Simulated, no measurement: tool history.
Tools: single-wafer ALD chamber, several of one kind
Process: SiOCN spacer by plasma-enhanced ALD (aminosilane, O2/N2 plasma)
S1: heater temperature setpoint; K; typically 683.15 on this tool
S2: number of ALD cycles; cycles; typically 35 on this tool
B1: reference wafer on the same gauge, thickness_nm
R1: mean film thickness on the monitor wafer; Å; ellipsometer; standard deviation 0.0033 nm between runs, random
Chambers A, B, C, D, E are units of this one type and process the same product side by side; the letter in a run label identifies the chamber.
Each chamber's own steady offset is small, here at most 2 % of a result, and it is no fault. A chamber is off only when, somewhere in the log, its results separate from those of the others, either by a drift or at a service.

run,hour,S1,S2,B1,R1
1E,4.1,683.15,35,1.9498,20.178
2B,9.8,683.15,35,1.951,20.511
3A,14.6,683.15,35,1.9513,20.467
4D,17.2,683.15,35,1.9515,20.574
5C,20.8,683.15,35,1.951,20.643
6D,25,683.15,40,1.9526,23.549
7A,29.6,683.15,40,1.9532,23.448
8B,32.4,683.15,40,1.9531,23.494
9E,36.1,683.15,40,1.9527,22.982
10C,42.1,683.15,40,1.9528,23.636
11C,47.2,683.15,35,1.9536,20.692
12A,51.4,683.15,35,1.9539,20.441
13D,57.4,669.15,40,1.954,24.374
14B,61,669.15,40,1.9546,24.281
15E,64.9,669.15,40,1.9554,23.803
16A,68.5,669.15,40,1.956,24.138
17B,72.1,669.15,40,1.9566,24.214
18D,77.9,683.15,35,1.9563,20.681
19C,82,683.15,35,1.957,20.724
20E,87.6,683.15,35,1.9577,20.178
21E,93.1,683.15,35,1.9575,20.202
22C,98.8,683.15,35,1.9579,20.68
23D,104.8,683.15,35,1.959,20.678
24B,110.4,683.15,35,1.9598,20.641
25A,114.9,683.15,35,1.9591,20.563
# hour 117.1: chamber C: thermocouple changed; heater temperature recalibrated
26A,118.3,683.15,35,1.9598,20.493
27B,121.4,691.15,35,1.96,20.121
28C,124.8,691.15,35,1.9603,20.162
29E,127.4,691.15,35,1.9608,19.761
30D,132.5,691.15,35,1.9614,20.258
31B,138.3,691.15,35,1.9623,20.142
32E,142.4,683.15,35,1.9618,20.218
33D,145.1,683.15,35,1.9634,20.752
34A,148.5,683.15,35,1.963,20.517

All chambers now run identical settings, listed one chamber a line with results as question marks. What results will each chamber show?
35A,152.9,683.15,32,,?
35B,152.9,683.15,32,,?
35C,152.9,683.15,32,,?
35D,152.9,683.15,32,,?
35E,152.9,683.15,32,,?

run,R1
35A,18.828
35B,18.928
35C,18.95
35D,18.965
35E,18.526
